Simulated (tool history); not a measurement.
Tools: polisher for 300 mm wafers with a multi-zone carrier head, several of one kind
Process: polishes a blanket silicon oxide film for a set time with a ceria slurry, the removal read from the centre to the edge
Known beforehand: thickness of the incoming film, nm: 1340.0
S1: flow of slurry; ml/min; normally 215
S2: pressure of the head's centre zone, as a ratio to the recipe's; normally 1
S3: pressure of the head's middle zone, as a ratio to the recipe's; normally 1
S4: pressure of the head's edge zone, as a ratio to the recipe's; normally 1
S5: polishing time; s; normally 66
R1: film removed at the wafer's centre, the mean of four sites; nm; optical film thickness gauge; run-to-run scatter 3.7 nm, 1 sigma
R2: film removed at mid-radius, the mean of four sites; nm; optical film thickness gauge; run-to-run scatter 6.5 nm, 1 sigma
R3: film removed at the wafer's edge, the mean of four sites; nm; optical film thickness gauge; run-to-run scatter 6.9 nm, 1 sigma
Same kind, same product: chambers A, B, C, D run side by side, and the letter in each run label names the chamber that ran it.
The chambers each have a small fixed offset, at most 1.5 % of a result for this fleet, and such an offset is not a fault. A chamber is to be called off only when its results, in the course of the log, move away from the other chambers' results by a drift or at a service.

| run | hour | S1 | S2 | S3 | S4 | S5 | R1 | R2 | R3 |
|---|---|---|---|---|---|---|---|---|---|
| 1C | 4.4 | 215 | 1 | 1 | 1 | 66 | 472.42 | 472.88 | 468.62 |
| 2D | 10.4 | 215 | 1 | 1 | 1 | 66 | 476.9 | 483.82 | 484.07 |
| 3A | 16.7 | 215 | 1 | 1 | 1 | 66 | 470.07 | 486.69 | 484.94 |
| 4B | 25.1 | 215 | 1 | 1 | 1 | 66 | 485.44 | 474.21 | 472.57 |
| 5C | 32.5 | 215 | 1 | 1 | 1 | 66 | 478.92 | 470.98 | 482.58 |
| 6A | 38.5 | 215 | 1 | 1 | 1 | 66 | 469.42 | 496.66 | 482.24 |
| 7D | 44.1 | 215 | 1 | 1 | 1 | 66 | 482.24 | 483.34 | 467.9 |
|  | 46.6 | chamber A: worn pad replaced by a new one |
| 8B | 49.9 | 215 | 1 | 1 | 1 | 66 | 483.75 | 474.8 | 464.35 |
| 9B | 54.1 | 215 | 1 | 1 | 1 | 66 | 480.52 | 473.11 | 464.39 |
| 10C | 61.6 | 215 | 1 | 1 | 1 | 66 | 477.47 | 472.46 | 493.78 |
|  | 62.4 | chamber C: worn pad replaced by a new one |
| 11D | 66.9 | 215 | 1 | 1 | 1 | 66 | 473.18 | 484.93 | 474.75 |
|  | 74.6 | chamber D: slurry nozzle cleaned |
| 12A | 75.3 | 215 | 1 | 1 | 1 | 66 | 466.88 | 483.07 | 487.95 |
| 13B | 79.7 | 215 | 0.95 | 1 | 1 | 66 | 455.99 | 472.16 | 495.4 |
|  | 80.3 | chamber D: worn pad replaced by a new one |
|  | 81.5 | chamber D: edge zone pressure recalibrated |
| 14A | 86.9 | 215 | 0.95 | 1 | 1 | 66 | 441.7 | 491.5 | 488.59 |
| 15C | 92.1 | 215 | 0.95 | 1 | 1 | 66 | 450.96 | 473.65 | 477.19 |
|  | 96.9 | chamber B: worn pad replaced by a new one |
| 16D | 98.7 | 215 | 0.95 | 1 | 1 | 66 | 453.03 | 485.97 | 477.61 |
|  | 101.1 | chamber A: slurry nozzle cleaned |
| 17A | 105.5 | 215 | 1 | 1 | 1 | 66 | 456.44 | 486.74 | 474.36 |
| 18B | 111.4 | 215 | 1 | 1 | 1 | 66 | 485.91 | 478.1 | 481.66 |
| 19C | 116.3 | 215 | 1 | 1 | 1 | 66 | 478.56 | 485.82 | 479.85 |
| 20D | 120.2 | 215 | 1 | 1 | 1 | 66 | 476.73 | 484.53 | 473.83 |
| 21D | 125.8 | 215 | 1 | 1 | 1 | 66 | 474.99 | 483.15 | 478.93 |
| 22A | 132.7 | 215 | 1 | 1 | 1 | 66 | 456.75 | 487.48 | 478.81 |
|  | 136.5 | chamber A: edge zone pressure recalibrated |
| 23B | 139.1 | 215 | 1 | 1 | 1 | 66 | 475.57 | 474.13 | 481.16 |
| 24C | 142.9 | 215 | 1 | 1 | 1 | 66 | 471.07 | 475.56 | 477.43 |
|  | 145.5 | chamber C: centre zone pressure recalibrated |
|  | 146.3 | chamber C: worn pad replaced by a new one |
|  | 148.7 | chamber A: worn pad replaced by a new one |
| 25C | 150.4 | 215 | 1 | 1 | 1 | 66 | 472.28 | 481.87 | 479.57 |
| 26D | 155.4 | 160 | 1 | 1 | 1 | 54 | 372.26 | 372.28 | 376.07 |
| 27B | 163.2 | 160 | 1 | 1 | 1 | 54 | 377.45 | 370.48 | 379.34 |
| 28A | 169.4 | 160 | 1 | 1 | 1 | 54 | 354.12 | 379.43 | 376.99 |

Has any chamber moved away from the others, gradually or after a service, or does the common gauge drift, or do the chambers differ only by their own small steady offsets? State the chamber and the most likely cause if one applies.

One chamber, A, drifts off from the rest bit by bit.
Cause: centre zone's pressure below its setpoint, % = 3.71.

Chamber A could run next with any of the 4 candidate recipes listed below; each alters the usual settings, and their results appear as question marks. Which one brings its results back in line with what the other chambers deliver on the usual settings?
In line here means within this much of the mean the other chambers give on the usual settings: R1 13 nm; R2 23 nm; R3 24 nm
| 29A-1 | 175.4 | 220 | 1.1 | 0.98 | 0.97 | 66 | ? | ? | ? |
| 29A-2 | 175.4 | 210 | 0.91 | 1.02 | 1.03 | 66 | ? | ? | ? |
| 29A-3 | 175.4 | 210 | 0.95 | 1.01 | 1.02 | 66 | ? | ? | ? |
| 29A-4 | 175.4 | 220 | 1.05 | 0.99 | 0.98 | 66 | ? | ? | ? |

The other chambers' mean on the usual settings: R1 478.63 nm; R2 478.51 nm; R3 476.8 nm
| run | R1 | R2 | R3 |
|---|---|---|---|
| 29A-1 | 504.61 | 478.33 | 478.93 |
| 29A-2 | 407.62 | 493.78 | 491.63 |
| 29A-3 | 427.32 | 489.19 | 489.18 |
| 29A-4 | 479.83 | 482.96 | 481.4 |
The right change is 29A-4: it brings the chamber back within the allowed miss of the others.
